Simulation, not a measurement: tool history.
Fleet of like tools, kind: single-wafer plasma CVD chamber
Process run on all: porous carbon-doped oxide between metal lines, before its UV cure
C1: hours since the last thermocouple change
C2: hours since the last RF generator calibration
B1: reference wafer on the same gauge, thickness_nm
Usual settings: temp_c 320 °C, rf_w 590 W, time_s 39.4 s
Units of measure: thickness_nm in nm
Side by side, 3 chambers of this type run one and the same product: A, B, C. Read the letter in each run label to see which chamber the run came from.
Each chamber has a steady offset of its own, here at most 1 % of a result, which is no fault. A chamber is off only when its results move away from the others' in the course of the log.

run 1C hour=8 | temp_c=320 rf_w=590 time_s=39.4 | C1=888.6 C2=1029.9 | B1=224.13 | thickness_nm=209.78
run 2A hour=17.1 | temp_c=320 rf_w=590 time_s=39.4 | C1=283.2 C2=1388.7 | B1=223.81 | thickness_nm=209.71
run 3B hour=28.7 | temp_c=320 rf_w=590 time_s=39.4 | C1=256 C2=1394 | B1=224.04 | thickness_nm=211.54
-- hour=30.5 chamber B: RF generator calibrated
run 4B hour=35.5 | temp_c=320 rf_w=590 time_s=39.4 | C1=262.8 C2=5 | B1=223.79 | thickness_nm=211.49
run 5A hour=42.8 | temp_c=320 rf_w=590 time_s=39.4 | C1=308.9 C2=1414.4 | B1=224.19 | thickness_nm=212.09
-- hour=44.2 chamber C: RF generator calibrated
run 6C hour=52.7 | temp_c=320 rf_w=590 time_s=39.4 | C1=933.3 C2=8.5 | B1=223.68 | thickness_nm=212.05
run 7C hour=61.8 | temp_c=320 rf_w=590 time_s=39.4 | C1=942.4 C2=17.6 | B1=224.08 | thickness_nm=211.7
run 8B hour=74 | temp_c=320 rf_w=590 time_s=39.4 | C1=301.3 C2=43.5 | B1=223.89 | thickness_nm=211.27
run 9A hour=81.9 | temp_c=320 rf_w=590 time_s=39.4 | C1=348 C2=1453.5 | B1=224.21 | thickness_nm=209.66
run 10B hour=92.6 | temp_c=320 rf_w=590 time_s=39.4 | C1=319.9 C2=62.1 | B1=223.81 | thickness_nm=211.75
run 11A hour=101.2 | temp_c=320 rf_w=590 time_s=39.4 | C1=367.3 C2=1472.8 | B1=223.83 | thickness_nm=210.39
run 12C hour=108.7 | temp_c=320 rf_w=590 time_s=39.4 | C1=989.3 C2=64.5 | B1=223.89 | thickness_nm=211.76
run 13B hour=120.1 | temp_c=320 rf_w=590 time_s=39.4 | C1=347.4 C2=89.6 | B1=223.71 | thickness_nm=212.44
run 14C hour=128.8 | temp_c=320 rf_w=655 time_s=44 | C1=1009.4 C2=84.6 | B1=223.83 | thickness_nm=252.46
run 15A hour=134.8 | temp_c=320 rf_w=655 time_s=44 | C1=400.9 C2=1506.4 | B1=223.88 | thickness_nm=248.73
run 16C hour=146.1 | temp_c=320 rf_w=655 time_s=44 | C1=1026.7 C2=101.9 | B1=223.65 | thickness_nm=251.36
run 17B hour=158.1 | temp_c=320 rf_w=590 time_s=39.4 | C1=385.4 C2=127.6 | B1=223.66 | thickness_nm=210.98
run 18A hour=168.9 | temp_c=320 rf_w=705 time_s=42.6 | C1=435 C2=1540.5 | B1=223.8 | thickness_nm=252.79
run 19C hour=177.8 | temp_c=320 rf_w=705 time_s=42.6 | C1=1058.4 C2=133.6 | B1=223.91 | thickness_nm=260
run 20B hour=187.1 | temp_c=320 rf_w=705 time_s=42.6 | C1=414.4 C2=156.6 | B1=224.04 | thickness_nm=255.51
run 21A hour=198.6 | temp_c=320 rf_w=590 time_s=39.4 | C1=464.7 C2=1570.2 | B1=224.06 | thickness_nm=208.59
run 22C hour=209 | temp_c=306 rf_w=670 time_s=39.4 | C1=1089.6 C2=164.8 | B1=224.3 | thickness_nm=250.8
run 23B hour=215.4 | temp_c=306 rf_w=670 time_s=39.4 | C1=442.7 C2=184.9 | B1=224.17 | thickness_nm=248.41
run 24A hour=228.1 | temp_c=306 rf_w=670 time_s=39.4 | C1=494.2 C2=1599.7 | B1=223.9 | thickness_nm=241.59
run 25A hour=239 | temp_c=320 rf_w=590 time_s=39.4 | C1=505.1 C2=1610.6 | B1=223.78 | thickness_nm=205.87
run 26B hour=251.2 | temp_c=320 rf_w=590 time_s=39.4 | C1=478.5 C2=220.7 | B1=223.74 | thickness_nm=212.45
run 27C hour=259.2 | temp_c=320 rf_w=690 time_s=33.7 | C1=1139.8 C2=215 | B1=223.62 | thickness_nm=202.76
run 28C hour=269.4 | temp_c=320 rf_w=690 time_s=33.7 | C1=1150 C2=225.2 | B1=223.7 | thickness_nm=202.98
run 29B hour=275.4 | temp_c=320 rf_w=690 time_s=33.7 | C1=502.7 C2=244.9 | B1=224.1 | thickness_nm=199.82
run 30A hour=286.7 | temp_c=320 rf_w=590 time_s=39.4 | C1=552.8 C2=1658.3 | B1=223.89 | thickness_nm=202.42
run 31B hour=297.7 | temp_c=320 rf_w=590 time_s=39.4 | C1=525 C2=267.2 | B1=224.25 | thickness_nm=210.71
run 32C hour=309.1 | temp_c=315 rf_w=590 time_s=45.9 | C1=1189.7 C2=264.9 | B1=224.25 | thickness_nm=254.26
run 33A hour=315.6 | temp_c=315 rf_w=590 time_s=45.9 | C1=581.7 C2=1687.2 | B1=223.93 | thickness_nm=241.27
run 34C hour=325.4 | temp_c=315 rf_w=590 time_s=45.9 | C1=1206 C2=281.2 | B1=224.13 | thickness_nm=254.9
run 35B hour=335.8 | temp_c=320 rf_w=590 time_s=39.4 | C1=563.1 C2=305.3 | B1=223.93 | thickness_nm=211.45
run 36A hour=344.7 | temp_c=330 rf_w=590 time_s=32.3 | C1=610.8 C2=1716.3 | B1=224.14 | thickness_nm=156.85
run 37B hour=352.3 | temp_c=330 rf_w=590 time_s=32.3 | C1=579.6 C2=321.8 | B1=224.29 | thickness_nm=166.58
run 38A hour=360.8 | temp_c=330 rf_w=590 time_s=32.3 | C1=626.9 C2=1732.4 | B1=224.06 | thickness_nm=158.59
run 39C hour=371.1 | temp_c=320 rf_w=590 time_s=39.4 | C1=1251.7 C2=326.9 | B1=223.85 | thickness_nm=212.8

The same settings go to every chamber for the next run, one line per chamber below. Forecast the results for each:
run 40A hour=380.3 | temp_c=320 rf_w=590 time_s=39.4 | thickness_nm=?
run 40B hour=380.3 | temp_c=320 rf_w=590 time_s=39.4 | thickness_nm=?
run 40C hour=380.3 | temp_c=320 rf_w=590 time_s=39.4 | thickness_nm=?

run=40A thickness_nm=200
run=40B thickness_nm=211.04
run=40C thickness_nm=212.42
